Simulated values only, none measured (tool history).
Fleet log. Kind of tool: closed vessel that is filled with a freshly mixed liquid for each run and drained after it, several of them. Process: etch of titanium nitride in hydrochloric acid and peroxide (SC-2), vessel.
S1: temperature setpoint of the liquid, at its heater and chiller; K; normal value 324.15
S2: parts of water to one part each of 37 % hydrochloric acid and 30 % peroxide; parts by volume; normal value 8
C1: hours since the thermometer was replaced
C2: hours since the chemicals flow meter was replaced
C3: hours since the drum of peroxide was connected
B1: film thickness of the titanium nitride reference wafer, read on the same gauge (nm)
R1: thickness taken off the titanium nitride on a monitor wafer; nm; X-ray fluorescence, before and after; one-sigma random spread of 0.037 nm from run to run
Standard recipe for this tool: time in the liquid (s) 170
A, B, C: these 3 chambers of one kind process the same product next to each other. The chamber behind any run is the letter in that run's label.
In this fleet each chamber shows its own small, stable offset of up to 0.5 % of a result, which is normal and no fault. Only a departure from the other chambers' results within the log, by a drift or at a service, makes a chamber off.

Run 1B, hour 8.7: usual settings; C1 577; C2 238.4; C3 207; B1 110. Result: R1 7.032 nm.
Run 2C, hour 15: usual settings; C1 501.4; C2 271.3; C3 103.8; B1 109.98. Result: R1 6.9599 nm.
Run 3A, hour 25.4: usual settings; C1 118.5; C2 1376.6; C3 208.9; B1 109.99. Result: R1 7.0086 nm.
Run 4A, hour 32: usual settings; C1 125.1; C2 1383.2; C3 215.5; B1 110. Result: R1 6.9632 nm.
Run 5C, hour 39.7: usual settings; C1 526.1; C2 296; C3 128.5; B1 110. Result: R1 7.0526 nm.
Run 6B, hour 50.6: usual settings; C1 618.9; C2 280.3; C3 248.9; B1 110. Result: R1 6.9964 nm.
Run 7C, hour 57.9: usual settings; C1 544.3; C2 314.2; C3 146.7; B1 109.99. Result: R1 7.0085 nm.
Run 8B, hour 66.3: usual settings; C1 634.6; C2 296; C3 264.6; B1 110. Result: R1 7.0618 nm.
Run 9A, hour 76.6: usual settings; C1 169.7; C2 1427.8; C3 260.1; B1 110.01. Result: R1 6.9858 nm.
Run 10A, hour 87.3: usual settings but S1 328.15 K, S2 6.5 parts by volume; C1 180.4; C2 1438.5; C3 270.8; B1 110.01. Result: R1 10.701 nm.
Run 11C, hour 92.6: usual settings but S1 328.15 K, S2 6.5 parts by volume; C1 579; C2 348.9; C3 181.4; B1 110.01. Result: R1 10.794 nm.
Run 12B, hour 99.2: usual settings but S1 328.15 K, S2 6.5 parts by volume; C1 667.5; C2 328.9; C3 297.5; B1 110.02. Result: R1 10.54 nm.
Run 13B, hour 110.7: usual settings; C1 679; C2 340.4; C3 309; B1 110.03. Result: R1 6.9655 nm.
Run 14C, hour 116.5: usual settings; C1 602.9; C2 372.8; C3 205.3; B1 110. Result: R1 7.0686 nm.
Run 15A, hour 125.2: usual settings; C1 218.3; C2 1476.4; C3 308.7; B1 110.01. Result: R1 6.9349 nm.
Run 16B, hour 132.4: usual settings; C1 700.7; C2 362.1; C3 330.7; B1 109.98. Result: R1 6.9544 nm.
Run 17A, hour 143.5: usual settings; C1 236.6; C2 1494.7; C3 327; B1 110. Result: R1 7.0335 nm.
Run 18C, hour 151.4: usual settings but time in the liquid (s) 115; C1 637.8; C2 407.7; C3 240.2; B1 109.99. Result: R1 4.8261 nm.
At hour 157.1: chamber A: new drum of peroxide connected.
Run 19B, hour 157.2: usual settings but time in the liquid (s) 115; C1 725.5; C2 386.9; C3 355.5; B1 110. Result: R1 4.7272 nm.
Run 20A, hour 166.2: usual settings but time in the liquid (s) 115; C1 259.3; C2 1517.4; C3 9.2; B1 109.99. Result: R1 4.727 nm.
Run 21C, hour 172.4: usual settings; C1 658.8; C2 428.7; C3 261.2; B1 110.02. Result: R1 7.1592 nm.
Run 22B, hour 180.5: usual settings; C1 748.8; C2 410.2; C3 378.8; B1 110. Result: R1 6.9704 nm.
At hour 182.2: chamber C: thermometer replaced.
Run 23C, hour 188.5: usual settings; C1 6.3; C2 444.8; C3 277.3; B1 109.99. Result: R1 7.2402 nm.
Run 24A, hour 196.1: usual settings; C1 289.2; C2 1547.3; C3 39.1; B1 109.99. Result: R1 6.9351 nm.
Run 25B, hour 207.3: usual settings; C1 775.6; C2 437; C3 405.6; B1 109.99. Result: R1 7.0231 nm.
Run 26A, hour 214.7: usual settings; C1 307.8; C2 1565.9; C3 57.7; B1 110.02. Result: R1 7.043 nm.
Run 27C, hour 225.8: usual settings; C1 43.6; C2 482.1; C3 314.6; B1 110. Result: R1 7.3041 nm.
Run 28A, hour 237.2: usual settings; C1 330.3; C2 1588.4; C3 80.2; B1 109.98. Result: R1 7.027 nm.
Run 29C, hour 242.4: usual settings; C1 60.2; C2 498.7; C3 331.2; B1 110.03. Result: R1 7.3216 nm.
Run 30B, hour 252.1: usual settings; C1 820.4; C2 481.8; C3 450.4; B1 109.99. Result: R1 6.9753 nm.
Run 31B, hour 258.8: usual settings; C1 827.1; C2 488.5; C3 457.1; B1 110. Result: R1 6.9946 nm.
Run 32C, hour 264.4: usual settings; C1 82.2; C2 520.7; C3 353.2; B1 110. Result: R1 7.3651 nm.
Run 33A, hour 274.3: usual settings; C1 367.4; C2 1625.5; C3 117.3; B1 110.02. Result: R1 6.9868 nm.

For the next run the whole fleet of 3 chambers uses the same settings. Give each chamber's results:
Run 34A, hour 282.6: usual settings. Result: R1 ?.
Run 34B, hour 282.6: usual settings. Result: R1 ?.
Run 34C, hour 282.6: usual settings. Result: R1 ?.

run      R1
34A  7.0072
34B  7.0021
34C  7.3143
